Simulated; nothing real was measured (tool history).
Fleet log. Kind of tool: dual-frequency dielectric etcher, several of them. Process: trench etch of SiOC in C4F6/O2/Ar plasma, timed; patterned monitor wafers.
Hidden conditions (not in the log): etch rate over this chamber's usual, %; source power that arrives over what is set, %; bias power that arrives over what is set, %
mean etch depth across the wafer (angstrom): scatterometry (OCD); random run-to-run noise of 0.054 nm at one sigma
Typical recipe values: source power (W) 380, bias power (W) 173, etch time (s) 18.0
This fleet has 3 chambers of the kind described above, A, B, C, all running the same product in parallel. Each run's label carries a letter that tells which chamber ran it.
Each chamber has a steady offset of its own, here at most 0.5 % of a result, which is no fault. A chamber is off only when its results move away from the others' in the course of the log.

| run | hour | source power (W) | bias power (W) | etch time (s) | hours since the last wet clean | hours since the last source power generator calibration | hours since the last bias power generator calibration | read-back reference wafer on the same gauge, depth_nm | mean etch depth across the wafer (angstrom) |
|---|---|---|---|---|---|---|---|---|---|
| 1B | 11.3 | 380 | 173 | 18.0 | 51.4 | 3227.3 | 2104.6 | 33.203 | 363.75 |
| 2C | 21.7 | 380 | 173 | 18.0 | 189.5 | 1867.6 | 1988.0 | 33.183 | 361.59 |
| 3A | 29.1 | 380 | 173 | 18.0 | 580.3 | 1736.6 | 1404.8 | 33.179 | 362.03 |
| 4C | 37.1 | 380 | 173 | 18.0 | 204.9 | 1883.0 | 2003.4 | 33.178 | 363.04 |
| 5B | 46.4 | 380 | 173 | 18.0 | 86.5 | 3262.4 | 2139.7 | 33.149 | 363.30 |
| 6A | 55.8 | 380 | 173 | 18.0 | 607.0 | 1763.3 | 1431.5 | 33.144 | 362.24 |
| 7C | 65.9 | 380 | 193 | 18.0 | 233.7 | 1911.8 | 2032.2 | 33.149 | 375.23 |
| 8A | 72.1 | 380 | 193 | 18.0 | 623.3 | 1779.6 | 1447.8 | 33.145 | 374.97 |
| 9B | 84.4 | 380 | 193 | 18.0 | 124.5 | 3300.4 | 2177.7 | 33.128 | 374.69 |
| 10C | 94.6 | 380 | 173 | 18.0 | 262.4 | 1940.5 | 2060.9 | 33.118 | 361.90 |
| 11B | 106.1 | 380 | 173 | 18.0 | 146.2 | 3322.1 | 2199.4 | 33.114 | 362.19 |
| 12A | 114.3 | 380 | 173 | 18.0 | 665.5 | 1821.8 | 1490.0 | 33.097 | 362.63 |
| 13C | 126.8 | 300 | 173 | 18.0 | 294.6 | 1972.7 | 2093.1 | 33.103 | 330.57 |
| 14B | 133.8 | 300 | 173 | 18.0 | 173.9 | 3349.8 | 2227.1 | 33.086 | 331.84 |
| 15A | 144.7 | 300 | 173 | 18.0 | 695.9 | 1852.2 | 1520.4 | 33.081 | 328.81 |
|  | 145.3 | chamber A: wet clean of the chamber |
| 16A | 151.7 | 380 | 173 | 18.0 | 6.4 | 1859.2 | 1527.4 | 33.085 | 361.68 |
| 17C | 159.2 | 380 | 173 | 18.0 | 327.0 | 2005.1 | 2125.5 | 33.060 | 361.25 |
| 18B | 165.8 | 380 | 173 | 18.0 | 205.9 | 3381.8 | 2259.1 | 33.077 | 363.26 |
| 19A | 171.7 | 380 | 173 | 18.0 | 26.4 | 1879.2 | 1547.4 | 33.066 | 360.65 |
| 20C | 181.2 | 380 | 173 | 18.0 | 349.0 | 2027.1 | 2147.5 | 33.051 | 361.34 |
| 21B | 186.7 | 430 | 173 | 18.0 | 226.8 | 3402.7 | 2280.0 | 33.038 | 380.47 |
| 22B | 195.2 | 430 | 173 | 18.0 | 235.3 | 3411.2 | 2288.5 | 33.038 | 380.00 |
| 23C | 205.2 | 430 | 173 | 18.0 | 373.0 | 2051.1 | 2171.5 | 33.032 | 378.71 |
| 24A | 211.8 | 380 | 173 | 18.0 | 66.5 | 1919.3 | 1587.5 | 33.028 | 360.68 |
|  | 217.3 | chamber A: bias power generator calibrated |
| 25B | 221.0 | 380 | 173 | 18.0 | 261.1 | 3437.0 | 2314.3 | 33.034 | 362.15 |
| 26C | 226.6 | 380 | 140 | 13.5 | 394.4 | 2072.5 | 2192.9 | 33.010 | 253.68 |
| 27A | 236.0 | 380 | 140 | 13.5 | 90.7 | 1943.5 | 18.7 | 33.004 | 253.86 |
| 28B | 245.5 | 380 | 140 | 13.5 | 285.6 | 3461.5 | 2338.8 | 33.000 | 254.25 |

All chambers now run identical settings, listed one chamber a line with results as question marks. What results will each chamber show?
| 29A | 254.5 | 430 | 173 | 18.0 |  |  |  |  | ? |
| 29B | 254.5 | 430 | 173 | 18.0 |  |  |  |  | ? |
| 29C | 254.5 | 430 | 173 | 18.0 |  |  |  |  | ? |

| run | mean etch depth across the wafer (angstrom) |
|---|---|
| 29A | 378.23 |
| 29B | 378.78 |
| 29C | 378.65 |
